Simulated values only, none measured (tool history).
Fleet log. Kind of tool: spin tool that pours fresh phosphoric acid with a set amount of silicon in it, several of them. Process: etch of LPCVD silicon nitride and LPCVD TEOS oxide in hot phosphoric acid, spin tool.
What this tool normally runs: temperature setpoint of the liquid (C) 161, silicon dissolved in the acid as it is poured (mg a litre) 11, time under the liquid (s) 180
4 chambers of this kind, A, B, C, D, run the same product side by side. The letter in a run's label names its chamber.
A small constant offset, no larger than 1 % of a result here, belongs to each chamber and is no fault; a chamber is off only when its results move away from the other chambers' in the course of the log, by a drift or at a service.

run	hour	temperature setpoint of the liquid (C)	silicon dissolved in the acid as it is poured (mg a litre)	time under the liquid (s)	read-back film thickness of the LPCVD silicon nitride reference wafer, read on the same gauge (nm)	read-back film thickness of the LPCVD TEOS oxide reference wafer, read on the same gauge (nm)	thickness taken off the LPCVD silicon nitride on a monitor wafer (Å)	thickness taken off the LPCVD TEOS oxide on a monitor wafer (Å)
1B	4.6	161	11	180	140.01	90.012	142.32	5.4798
2A	8.2	161	11	180	140	89.995	144.26	5.9745
3D	13.2	161	11	180	139.97	90.018	144.91	5.4116
4C	17.7	161	11	180	140	89.995	142.39	5.5827
5C	22.7	161	11	180	140.01	89.993	140.01	5.4801
6A	28.9	161	11	180	140	90.028	144.05	5.439
7D	33.1	161	16	180	139.99	89.986	146.73	4.5724
8B	39.3	161	16	180	140.02	89.982	145.13	5.6957
# hour 44: chamber D: heated supply line repaired
9D	44.4	161	16	180	140.01	89.997	146.1	5.139
10C	49.4	161	16	180	140	90.026	139.24	5.0583
11B	52.6	161	11	180	139.97	90	145.26	5.443
12A	56	161	11	180	139.99	89.996	142.41	5.5945
13D	61.6	161	11	180	140.02	90.002	146.26	5.2569
14A	67.5	161	11	180	140.02	90.003	143.09	4.8859
15C	72	161	11	180	139.99	89.996	139.3	4.6132
16B	77.6	161	11	180	139.99	89.991	143.9	5.5787
17C	82.5	161	11	180	139.99	90.002	135.85	5.2602
18B	88.1	161	11	180	139.97	90.004	143.82	6.1381
19A	93.4	161	11	180	139.97	89.993	146.15	5.4419
20D	99.2	161	11	180	140.01	90.028	147.72	5.0362
21D	102.8	161	11	180	139.97	90.009	145.34	5.4401
22B	107.8	161	11	180	139.99	89.995	144.3	4.9054
23A	110.8	161	11	180	140	89.998	143.23	4.9153
24C	115.3	161	6	105	140.01	89.988	76.937	2.6781
25D	119.7	161	6	105	139.98	90.006	84.563	3.9025
26A	125.6	161	6	105	139.98	90.002	83.333	3.7145
# hour 127.6: chamber B: dissolved silicon flow meter replaced
27B	129.3	161	6	105	140	90.006	84.025	3.7847
28C	135.3	161	11	180	139.99	89.977	133.32	4.7449
29D	138.1	161	11	180	140	90	146.96	5.8346
30C	143.8	161	11	180	140	90.008	133.72	4.3582
31B	147.2	161	11	180	140	90.003	143.72	5.1593
32A	152.6	161	11	180	140.02	89.998	143.13	5.7853
33B	157.5	161	11	180	139.98	90.009	145.19	5.8206
34A	160.9	161	11	180	139.99	89.989	145.37	5.7656

One chamber off, gauge drift, or nothing amiss beyond the chambers' own small offsets? If it is a chamber, which one, and what is the likeliest cause?

Chamber C drifts away from the others.
Most likely cause: temperature lost on the way to the wafer (K) = 2.87.
With only this log, it may be confused with: liquid colder than its thermometer reads (K).

Which of the 4 candidates below, each the usual settings with something changed and its results left as question marks, puts chamber C back in line with what the other chambers give on the usual settings?
In line here means within this much of the mean the other chambers give on the usual settings: thickness taken off the LPCVD silicon nitride on a monitor wafer (Å) 4.8; thickness taken off the LPCVD TEOS oxide on a monitor wafer (Å) 1.4
35C-1	165.5	162	7.5	195			?	?
35C-2	165.5	160	14.5	165			?	?
35C-3	165.5	161.5	9.5	185			?	?
35C-4	165.5	160.5	12.5	175			?	?

Average result of the remaining chambers running the usual settings: thickness taken off the LPCVD silicon nitride on a monitor wafer (Å) 144.83; thickness taken off the LPCVD TEOS oxide on a monitor wafer (Å) 5.6012
run	thickness taken off the LPCVD silicon nitride on a monitor wafer (Å)	thickness taken off the LPCVD TEOS oxide on a monitor wafer (Å)
35C-1	145.55	5.6051
35C-2	114.96	3.4738
35C-3	135.72	4.9037
35C-4	124.06	4.0173
35C-1 is the one that brings the chamber's results back in line with the other chambers.
